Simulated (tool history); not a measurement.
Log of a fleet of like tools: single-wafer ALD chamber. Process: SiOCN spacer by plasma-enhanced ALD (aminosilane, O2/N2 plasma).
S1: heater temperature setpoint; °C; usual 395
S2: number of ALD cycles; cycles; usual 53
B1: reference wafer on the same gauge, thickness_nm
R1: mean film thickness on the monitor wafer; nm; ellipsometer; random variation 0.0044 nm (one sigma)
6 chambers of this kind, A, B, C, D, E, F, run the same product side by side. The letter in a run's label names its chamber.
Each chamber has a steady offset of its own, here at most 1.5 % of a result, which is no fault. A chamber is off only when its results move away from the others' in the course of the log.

run     day   S1  S2      B1      R1
 1F   0.383  395  53  2.7503  3.2012
 2D   0.783  395  53   2.751  3.2436
 3B   0.992  395  53  2.7508   3.216
 4A   1.279  395  53  2.7515  3.2184
 5C   1.467  395  53  2.7521  3.2081
 6E   1.854  388  59  2.7524  3.5711
 7B   2.154  388  59  2.7527  3.5785
 8A   2.475  388  59  2.7524  3.5931
 9C   2.717  388  59  2.7539   3.565
10E   2.962  388  59  2.7537  3.5766
11F   3.342  388  59  2.7546  3.5771
12D   3.717  388  49  2.7543  2.9902
13A   4.004  388  49  2.7542  2.9826
14E   4.183  388  49  2.7544  2.9763
15C   4.488  388  49  2.7554  2.9694
16B   4.758  388  49  2.7553  2.9716
17F   5.042  388  49  2.7566  2.9645
18D   5.267  395  53  2.7567  3.2373
19C   5.442  395  58  2.7566  3.5064
20A   5.717  395  58   2.757   3.531
21E   5.996  395  58  2.7585  3.5143
22F   6.221  395  58  2.7583  3.5154
23D   6.475  395  58  2.7581  3.5433
24B   6.683  395  58  2.7585  3.5155
25B   6.992  395  53  2.7597  3.2219
26A   7.262  395  53  2.7585  3.2367
27C   7.621  395  53  2.7594   3.216
28E   8.012  395  53  2.7591  3.2164
29F   8.233  387  53  2.7596  3.2177
30D   8.412  387  53  2.7605  3.2337
31A   8.592  387  53  2.7609  3.2239
32B   8.917  387  53  2.7611  3.2223
33F   9.154  387  53  2.7614  3.2138
34D   9.492  387  53  2.7614  3.2498
35E   9.667  387  59  2.7618  3.5892
36C   9.967  387  59  2.7632  3.5862
37E    10.2  387  59  2.7634  3.5848
38C  10.567  387  59  2.7629   3.581
39F  10.842  387  59  2.7637  3.5794
40D  11.133  387  59  2.7645  3.6176
41A  11.383  395  53  2.7644  3.2346
42B  11.633  395  53  2.7652  3.2232
43A  11.912  395  53  2.7646  3.2258
44B  12.112  405  63  2.7661  3.7762

All 6 chambers run these settings next. Forecast each chamber's results:
45A  12.404  395  53       ?
45B  12.404  395  53       ?
45C  12.404  395  53       ?
45D  12.404  395  53       ?
45E  12.404  395  53       ?
45F  12.404  395  53       ?

run      R1
45A  3.2417
45B  3.2244
45C   3.219
45D  3.2502
45E  3.2244
45F  3.2174
